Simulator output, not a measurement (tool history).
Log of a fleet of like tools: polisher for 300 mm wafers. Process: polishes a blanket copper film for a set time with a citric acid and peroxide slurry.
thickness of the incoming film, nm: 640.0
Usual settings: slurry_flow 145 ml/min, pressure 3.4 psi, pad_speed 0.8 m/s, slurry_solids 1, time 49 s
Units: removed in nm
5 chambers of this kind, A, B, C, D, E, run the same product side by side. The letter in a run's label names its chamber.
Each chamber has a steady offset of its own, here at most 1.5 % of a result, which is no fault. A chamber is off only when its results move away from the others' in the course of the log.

run,hour,slurry_flow,pressure,pad_speed,slurry_solids,time,removed
# hour 2.1: chamber C: worn pad replaced by a new one
1E,6.3,145,3.4,0.8,1,49,105.130
# hour 7.8: chamber D: slurry blender recalibrated
2D,11.5,145,3.4,0.8,1,49,106.130
3B,15.9,145,3.4,0.8,1,49,106.750
4A,21.0,145,3.4,0.8,1,49,105.250
5C,25.8,145,3.4,0.8,1,49,105.830
# hour 29.6: chamber A: slurry nozzle cleaned
# hour 29.9: chamber B: slurry nozzle cleaned
6A,31.3,145,3.4,0.8,1,49,106.170
# hour 33.4: chamber E: worn pad replaced by a new one
# hour 36.4: chamber D: head pressure recalibrated
7D,37.0,145,3.4,0.8,1,49,105.570
# hour 39.2: chamber B: worn pad replaced by a new one
8C,42.5,145,3.4,0.8,1,49,105.800
# hour 48.7: chamber D: worn pad replaced by a new one
9B,49.4,145,3.4,0.8,1,49,106.330
10E,55.1,145,3.4,0.8,1,49,104.950
11D,59.5,145,3.4,0.8,1,49,105.230
# hour 62.5: chamber C: worn pad replaced by a new one
12E,64.5,145,3.4,0.8,1,49,105.050
13A,70.3,145,3.4,0.8,1,49,104.080
14C,76.1,145,3.4,0.8,1,49,106.620
# hour 78.9: chamber E: worn pad replaced by a new one
15B,81.5,145,3.4,0.8,1,49,107.980
16A,86.2,145,3.4,0.8,1,49,101.970
17E,89.7,145,3.4,0.8,1,49,105.270
18B,93.8,145,3.4,0.8,1,49,106.450
# hour 94.9: chamber B: worn pad replaced by a new one
19C,100.4,145,3.4,0.8,1,49,105.930
# hour 101.2: chamber A: slurry blender recalibrated
# hour 102.1: chamber D: worn pad replaced by a new one
20D,104.0,145,4.5,0.8,1,49,138.840
21B,107.1,145,4.5,0.8,1,49,138.800
22D,110.4,145,4.5,0.8,1,49,139.140
23E,114.0,145,4.5,0.8,1,49,137.210
24C,117.9,145,4.5,0.8,1,49,139.120
25A,121.2,145,3.4,0.8,1,49,102.320
# hour 123.1: chamber C: worn pad replaced by a new one
26E,127.3,145,3.4,0.8,1,49,104.330
# hour 128.7: chamber E: worn pad replaced by a new one
27C,132.3,145,3.4,0.8,1,49,106.030
28D,138.1,145,3.4,0.8,1,49,106.420
29A,143.0,145,3.4,0.8,1,49,101.220
# hour 143.8: chamber E: slurry blender recalibrated
# hour 143.9: chamber B: worn pad replaced by a new one
30B,149.0,145,3.4,0.8,1,49,105.070
# hour 152.5: chamber D: worn pad replaced by a new one
31E,153.0,145,3.4,0.8,1,49,104.990
# hour 156.9: chamber D: slurry nozzle cleaned
32D,159.0,145,3.4,0.8,1,49,106.070
33B,165.5,145,3.4,0.8,1,49,106.900
34C,169.2,145,3.4,0.8,1,49,106.880

What goes on in this fleet: one chamber off, a drifting gauge, or nothing beyond the chambers' own small offsets? Name the chamber and the cause, if any.

Chamber A drifts away from the others.
Cause: removal rate lost through wear of the pad, % = 6.39.
The log may not tell that from: head's pressure below its setpoint, %.

Here are 4 candidates for chamber A's next run, each the usual settings with a change, their results left as question marks. Which one brings its results back in line with what the others give on the usual settings?
In line means no further than this from the other chambers' mean on the usual settings: removed 2.300 nm
35A-1,174.3,145,3.4,0.8,1.00,50,?
35A-2,174.3,145,3.2,0.8,1.00,49,?
35A-3,174.3,140,3.4,0.8,0.95,49,?
35A-4,174.3,145,3.4,0.8,1.25,49,?

The other chambers' mean on the usual settings: removed 105.570 nm
run,removed
35A-1,102.030
35A-2,94.295
35A-3,98.259
35A-4,105.040
35A-4 brings the chamber back in line.
